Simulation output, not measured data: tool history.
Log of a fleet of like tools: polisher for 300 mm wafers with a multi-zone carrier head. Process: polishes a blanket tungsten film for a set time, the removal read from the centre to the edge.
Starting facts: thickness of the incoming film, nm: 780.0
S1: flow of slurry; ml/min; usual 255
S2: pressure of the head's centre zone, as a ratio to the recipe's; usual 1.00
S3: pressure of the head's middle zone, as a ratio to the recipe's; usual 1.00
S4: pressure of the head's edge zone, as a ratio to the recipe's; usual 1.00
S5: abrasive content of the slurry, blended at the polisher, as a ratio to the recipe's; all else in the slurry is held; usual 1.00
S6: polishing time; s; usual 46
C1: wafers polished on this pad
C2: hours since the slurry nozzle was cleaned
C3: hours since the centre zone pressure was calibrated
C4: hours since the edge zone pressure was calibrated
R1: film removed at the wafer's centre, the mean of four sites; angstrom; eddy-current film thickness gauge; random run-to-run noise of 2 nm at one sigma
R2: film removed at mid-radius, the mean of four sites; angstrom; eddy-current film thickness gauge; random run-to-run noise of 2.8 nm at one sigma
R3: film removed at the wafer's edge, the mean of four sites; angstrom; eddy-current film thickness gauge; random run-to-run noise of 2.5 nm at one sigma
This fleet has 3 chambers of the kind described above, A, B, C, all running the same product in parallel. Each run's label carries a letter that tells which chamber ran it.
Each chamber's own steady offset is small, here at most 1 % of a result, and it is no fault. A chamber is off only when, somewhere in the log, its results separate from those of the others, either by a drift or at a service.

| run | hour | S1 | S2 | S3 | S4 | S5 | S6 | C1 | C2 | C3 | C4 | R1 | R2 | R3 |
|---|---|---|---|---|---|---|---|---|---|---|---|---|---|---|
| 1B | 10.3 | 255 | 1.00 | 1.00 | 1.00 | 1.00 | 46 | 1192 | 90.9 | 1414.4 | 357.2 | 2227.4 | 2222.9 | 2238.3 |
|  | 11.6 | chamber C: worn pad replaced by a new one |
|  | 13.2 | chamber B: worn pad replaced by a new one |
| 2A | 20.7 | 255 | 1.00 | 1.00 | 1.00 | 1.00 | 46 | 553 | 359.1 | 557.3 | 236.0 | 2217.2 | 2249.8 | 2209.8 |
| 3C | 32.2 | 255 | 1.00 | 1.00 | 1.00 | 1.00 | 46 | 289 | 33.4 | 92.4 | 460.3 | 2267.4 | 2255.9 | 2216.2 |
| 4B | 40.2 | 255 | 1.00 | 1.00 | 1.00 | 1.00 | 46 | 377 | 120.8 | 1444.3 | 387.1 | 2232.2 | 2239.1 | 2207.0 |
| 5A | 49.9 | 255 | 1.00 | 1.00 | 1.00 | 1.00 | 46 | 961 | 388.3 | 586.5 | 265.2 | 2226.7 | 2214.6 | 2199.1 |
| 6C | 62.9 | 255 | 1.00 | 1.00 | 1.00 | 1.00 | 46 | 719 | 64.1 | 123.1 | 491.0 | 2224.6 | 2210.5 | 2215.9 |
| 7B | 75.8 | 255 | 1.00 | 1.00 | 1.00 | 1.00 | 46 | 875 | 156.4 | 1479.9 | 422.7 | 2220.7 | 2191.0 | 2230.5 |
| 8C | 86.2 | 255 | 1.00 | 1.00 | 1.00 | 1.00 | 46 | 1045 | 87.4 | 146.4 | 514.3 | 2245.2 | 2200.7 | 2236.6 |
| 9A | 97.9 | 255 | 1.00 | 1.00 | 1.00 | 1.00 | 46 | 1633 | 436.3 | 634.5 | 313.2 | 2231.5 | 2221.0 | 2204.3 |
| 10A | 108.7 | 255 | 1.00 | 1.00 | 1.00 | 1.00 | 46 | 1784 | 447.1 | 645.3 | 324.0 | 2224.1 | 2222.8 | 2201.2 |
|  | 108.9 | chamber B: worn pad replaced by a new one |
|  | 111.7 | chamber C: worn pad replaced by a new one |
| 11C | 119.7 | 255 | 1.08 | 1.00 | 1.12 | 1.00 | 46 | 113 | 120.9 | 179.9 | 547.8 | 2420.2 | 2201.1 | 2377.7 |
|  | 120.8 | chamber B: centre zone pressure recalibrated |
|  | 124.0 | chamber A: slurry nozzle cleaned |
| 12B | 126.1 | 255 | 1.08 | 1.00 | 1.12 | 1.00 | 46 | 240 | 206.7 | 5.3 | 473.0 | 2424.0 | 2196.8 | 2358.8 |
| 13C | 136.4 | 255 | 1.08 | 1.00 | 1.12 | 1.00 | 46 | 346 | 137.6 | 196.6 | 564.5 | 2434.9 | 2189.7 | 2398.6 |
| 14B | 149.1 | 255 | 1.00 | 1.00 | 1.00 | 1.00 | 46 | 562 | 229.7 | 28.3 | 496.0 | 2250.3 | 2251.0 | 2235.0 |
|  | 156.5 | chamber A: edge zone pressure recalibrated |
| 15A | 161.4 | 255 | 1.00 | 1.00 | 0.93 | 1.00 | 31 | 2521 | 37.4 | 698.0 | 5.0 | 1491.9 | 1469.9 | 1454.2 |
| 16A | 169.7 | 255 | 1.00 | 1.00 | 0.93 | 1.00 | 31 | 2638 | 45.7 | 706.3 | 13.3 | 1492.1 | 1499.5 | 1451.3 |
| 17C | 183.0 | 255 | 1.00 | 1.00 | 0.93 | 1.00 | 31 | 998 | 184.2 | 243.2 | 611.1 | 1501.9 | 1463.2 | 1447.4 |
|  | 189.8 | chamber C: worn pad replaced by a new one |
| 18B | 196.3 | 255 | 1.00 | 1.00 | 1.00 | 1.00 | 46 | 1222 | 276.9 | 75.5 | 543.2 | 2239.4 | 2233.0 | 2200.5 |
| 19A | 205.0 | 255 | 1.00 | 1.00 | 1.00 | 1.00 | 46 | 3132 | 81.0 | 741.6 | 48.6 | 2221.0 | 2186.0 | 2162.3 |
|  | 205.5 | chamber B: slurry nozzle cleaned |
| 20C | 211.7 | 255 | 1.00 | 1.00 | 1.00 | 1.00 | 46 | 307 | 212.9 | 271.9 | 639.8 | 2226.7 | 2267.6 | 2266.3 |
|  | 213.1 | chamber B: worn pad replaced by a new one |
| 21B | 220.5 | 255 | 1.00 | 1.00 | 1.00 | 1.00 | 46 | 104 | 15.1 | 99.7 | 567.4 | 2233.6 | 2236.9 | 2234.9 |
|  | 225.1 | chamber A: centre zone pressure recalibrated |
|  | 229.1 | chamber B: edge zone pressure recalibrated |
| 22B | 233.7 | 255 | 1.00 | 1.00 | 1.00 | 1.00 | 46 | 289 | 28.3 | 112.9 | 4.7 | 2227.1 | 2205.9 | 2233.9 |
| 23C | 243.9 | 255 | 1.00 | 1.00 | 1.00 | 1.00 | 46 | 757 | 245.1 | 304.1 | 672.0 | 2269.2 | 2250.6 | 2257.4 |
| 24A | 254.6 | 325 | 1.00 | 0.92 | 1.00 | 1.00 | 46 | 3825 | 130.6 | 29.6 | 98.2 | 2218.9 | 2081.3 | 2166.1 |
| 25C | 265.1 | 325 | 1.00 | 0.92 | 1.00 | 1.00 | 46 | 1054 | 266.3 | 325.3 | 693.2 | 2318.8 | 2076.5 | 2312.8 |
|  | 266.9 | chamber C: worn pad replaced by a new one |
| 26A | 277.8 | 325 | 1.00 | 0.92 | 1.00 | 1.00 | 46 | 4150 | 153.8 | 52.8 | 121.4 | 2232.8 | 2056.5 | 2158.1 |
| 27B | 287.8 | 255 | 1.00 | 1.00 | 1.00 | 1.00 | 46 | 1046 | 82.4 | 167.0 | 58.8 | 2208.4 | 2245.7 | 2197.2 |
| 28A | 298.3 | 255 | 1.00 | 1.00 | 1.00 | 1.00 | 46 | 4437 | 174.3 | 73.3 | 141.9 | 2147.8 | 2124.2 | 2120.9 |
| 29B | 307.8 | 255 | 1.00 | 1.00 | 1.00 | 1.00 | 46 | 1326 | 102.4 | 187.0 | 78.8 | 2231.4 | 2228.6 | 2211.6 |
|  | 314.6 | chamber B: worn pad replaced by a new one |
| 30C | 319.0 | 255 | 1.00 | 1.00 | 1.00 | 1.00 | 46 | 729 | 320.2 | 379.2 | 747.1 | 2262.8 | 2252.6 | 2267.8 |
| 31A | 326.3 | 255 | 1.00 | 1.00 | 1.00 | 1.00 | 46 | 4829 | 202.3 | 101.3 | 169.9 | 2118.2 | 2140.3 | 2096.8 |
| 32C | 339.6 | 255 | 1.00 | 1.00 | 1.00 | 1.00 | 46 | 1017 | 340.8 | 399.8 | 767.7 | 2239.6 | 2255.5 | 2286.5 |
| 33B | 349.7 | 255 | 1.00 | 1.00 | 1.00 | 1.00 | 46 | 492 | 144.3 | 228.9 | 120.7 | 2271.2 | 2254.6 | 2239.1 |
| 34B | 362.6 | 255 | 1.00 | 1.00 | 1.00 | 1.00 | 46 | 672 | 157.2 | 241.8 | 133.6 | 2207.5 | 2201.3 | 2237.6 |
|  | 362.8 | chamber C: worn pad replaced by a new one |
| 35C | 373.9 | 255 | 1.00 | 1.00 | 1.00 | 1.00 | 46 | 156 | 375.1 | 434.1 | 802.0 | 2240.1 | 2268.6 | 2227.4 |
| 36A | 379.8 | 255 | 1.00 | 1.00 | 1.00 | 1.00 | 46 | 5577 | 255.8 | 154.8 | 223.4 | 2071.7 | 2021.0 | 2028.5 |
| 37B | 389.0 | 255 | 1.00 | 1.00 | 1.00 | 1.00 | 46 | 1042 | 183.6 | 268.2 | 160.0 | 2213.6 | 2233.8 | 2233.4 |
| 38C | 398.3 | 255 | 1.00 | 1.00 | 1.00 | 1.00 | 46 | 497 | 399.5 | 458.5 | 826.4 | 2217.1 | 2241.7 | 2262.4 |
| 39A | 407.8 | 255 | 1.00 | 1.00 | 1.00 | 1.20 | 46 | 5969 | 283.8 | 182.8 | 251.4 | 2134.9 | 2177.6 | 2135.3 |
|  | 414.5 | chamber B: worn pad replaced by a new one |
| 40B | 414.7 | 255 | 1.00 | 1.00 | 1.00 | 1.20 | 46 | 3 | 209.3 | 293.9 | 185.7 | 2357.3 | 2311.0 | 2325.0 |
| 41C | 427.5 | 255 | 1.00 | 1.00 | 1.00 | 1.20 | 46 | 906 | 428.7 | 487.7 | 855.6 | 2342.7 | 2310.0 | 2341.1 |
| 42A | 434.0 | 255 | 1.00 | 1.00 | 1.00 | 0.75 | 46 | 6336 | 310.0 | 209.0 | 277.6 | 1864.5 | 1874.1 | 1891.9 |
| 43C | 445.5 | 255 | 1.00 | 1.00 | 1.00 | 0.75 | 46 | 1158 | 446.7 | 505.7 | 873.6 | 2125.2 | 2103.9 | 2087.0 |
| 44B | 452.3 | 255 | 1.00 | 1.00 | 1.00 | 0.75 | 46 | 530 | 246.9 | 331.5 | 223.3 | 2045.5 | 2066.7 | 2071.3 |

Read the log: is a single chamber off, either drifting away or since a service, is the gauge that measures every chamber drifting, or is nothing wrong beyond small per-chamber offsets? Name any odd chamber and what most likely caused it.

It is chamber A that slowly wanders off from its peers.
What lies behind it: removal rate lost through wear of the pad, % = 9.79.

Which of the 4 candidates below, each the usual settings with something changed and its results left as question marks, puts chamber A back in line with what the other chambers give on the usual settings?
Allowed miss from the other chambers' usual-settings mean, per result, to count as in line: R1 71.0 angstrom; R2 96.0 angstrom; R3 87.0 angstrom
| 45A-1 | 461.8 | 255 | 1.00 | 1.00 | 1.00 | 1.00 | 48 |  |  |  |  | ? | ? | ? |
| 45A-2 | 461.8 | 255 | 1.00 | 1.00 | 1.01 | 1.00 | 51 |  |  |  |  | ? | ? | ? |
| 45A-3 | 461.8 | 255 | 1.00 | 1.00 | 1.00 | 1.00 | 44 |  |  |  |  | ? | ? | ? |
| 45A-4 | 461.8 | 255 | 1.00 | 1.00 | 0.99 | 1.00 | 41 |  |  |  |  | ? | ? | ? |

Other chambers, usual settings, mean: R1 2229.4 angstrom; R2 2222.7 angstrom; R3 2223.9 angstrom
| run | R1 | R2 | R3 |
|---|---|---|---|
| 45A-1 | 2099.7 | 2091.8 | 2080.8 |
| 45A-2 | 2230.9 | 2222.5 | 2222.6 |
| 45A-3 | 1924.7 | 1917.5 | 1907.4 |
| 45A-4 | 1793.5 | 1786.8 | 1767.9 |
45A-2 brings the chamber back in line.
